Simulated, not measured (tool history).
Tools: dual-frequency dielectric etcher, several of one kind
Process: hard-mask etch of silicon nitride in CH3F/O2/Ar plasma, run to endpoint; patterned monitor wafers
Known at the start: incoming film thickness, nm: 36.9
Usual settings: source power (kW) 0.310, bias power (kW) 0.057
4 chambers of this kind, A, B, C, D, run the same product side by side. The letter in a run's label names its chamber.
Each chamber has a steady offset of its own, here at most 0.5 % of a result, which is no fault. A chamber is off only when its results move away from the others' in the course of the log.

run,hour,source power (kW),bias power (kW),hours since the last wet clean,hours since the last source power generator calibration,hours since the last bias power generator calibration,endpoint time (s)
1B,10.1,0.310,0.057,407.2,1516.1,2460.3,63.488
2A,18.2,0.310,0.057,180.7,171.5,821.9,63.000
3D,29.9,0.310,0.057,89.0,494.5,2180.4,63.616
4C,43.3,0.310,0.057,339.2,2470.6,2264.4,63.696
5A,56.5,0.340,0.048,219.0,209.8,860.2,64.859
# hour 57.0: chamber D: bias power generator calibrated
6B,64.8,0.340,0.048,461.9,1570.8,2515.0,65.051
7C,78.0,0.340,0.048,373.9,2505.3,2299.1,64.695
# hour 80.2: chamber C: wet clean of the chamber
8D,87.8,0.340,0.048,146.9,552.4,30.9,64.743
9C,96.6,0.310,0.057,16.5,2523.9,2317.7,63.618
10A,103.5,0.310,0.057,266.0,256.8,907.2,63.563
11B,110.2,0.310,0.057,507.3,1616.2,2560.4,63.915
# hour 119.0: chamber B: wet clean of the chamber
12D,121.9,0.310,0.057,181.0,586.5,65.0,63.794
13D,131.6,0.310,0.057,190.7,596.2,74.7,63.407
14A,137.9,0.310,0.057,300.4,291.2,941.6,63.620
15C,144.6,0.310,0.057,64.5,2571.9,2365.7,63.254
16B,155.8,0.310,0.057,36.9,1661.8,2606.0,63.872
17D,168.7,0.310,0.057,227.8,633.3,111.8,63.886
18A,181.2,0.310,0.057,343.7,334.5,984.9,64.057
19C,191.9,0.310,0.057,111.8,2619.2,2413.0,63.786
20B,202.2,0.310,0.057,83.3,1708.2,2652.4,63.678
21B,210.3,0.250,0.046,91.4,1716.3,2660.5,74.407
22D,218.9,0.250,0.046,278.0,683.5,162.0,74.157
23A,230.1,0.250,0.046,392.6,383.4,1033.8,74.777
24C,238.1,0.250,0.046,158.0,2665.4,2459.2,74.318
25A,247.3,0.310,0.057,409.8,400.6,1051.0,64.248
26D,260.0,0.310,0.057,319.1,724.6,203.1,63.762
27B,269.6,0.310,0.057,150.7,1775.6,2719.8,64.236
28C,281.8,0.310,0.057,201.7,2709.1,2502.9,63.550
29A,288.3,0.310,0.057,450.8,441.6,1092.0,64.890
30D,296.2,0.310,0.057,355.3,760.8,239.3,64.175
31B,305.6,0.310,0.057,186.7,1811.6,2755.8,63.894
32C,316.2,0.390,0.057,236.1,2743.5,2537.3,58.439
# hour 321.1: chamber D: wet clean of the chamber
33A,322.5,0.390,0.057,485.0,475.8,1126.2,59.046
34D,335.7,0.390,0.057,14.6,800.3,278.8,58.336
35C,348.6,0.390,0.057,268.5,2775.9,2569.7,58.320
36B,356.3,0.310,0.057,237.4,1862.3,2806.5,64.374
37B,368.3,0.310,0.057,249.4,1874.3,2818.5,63.763
38A,374.9,0.310,0.057,537.4,528.2,1178.6,65.120
39C,381.1,0.310,0.057,301.0,2808.4,2602.2,63.423
40D,393.7,0.310,0.057,72.6,858.3,336.8,63.855

What goes on in this fleet: one chamber off, a drifting gauge, or nothing beyond the chambers' own small offsets? Name the chamber and the cause, if any.

Chamber A drifts away from the others.
Cause: etch rate under this chamber's usual, % = 2.39.
The log may not tell that from: source power that arrives under what is set, %.

Here are 4 candidates for chamber A's next run, each the usual settings with a change, their results left as question marks. Which one brings its results back in line with what the others give on the usual settings?
In line means no further than this from the other chambers' mean on the usual settings: endpoint time (s) 0.830
41A-1,403.3,0.300,0.056,,,,?
41A-2,403.3,0.290,0.054,,,,?
41A-3,403.3,0.350,0.057,,,,?
41A-4,403.3,0.310,0.061,,,,?

The other chambers' mean on the usual settings: endpoint time (s) 63.712
run,endpoint time (s)
41A-1,66.474
41A-2,68.161
41A-3,62.325
41A-4,63.778
41A-4 brings the chamber back in line.
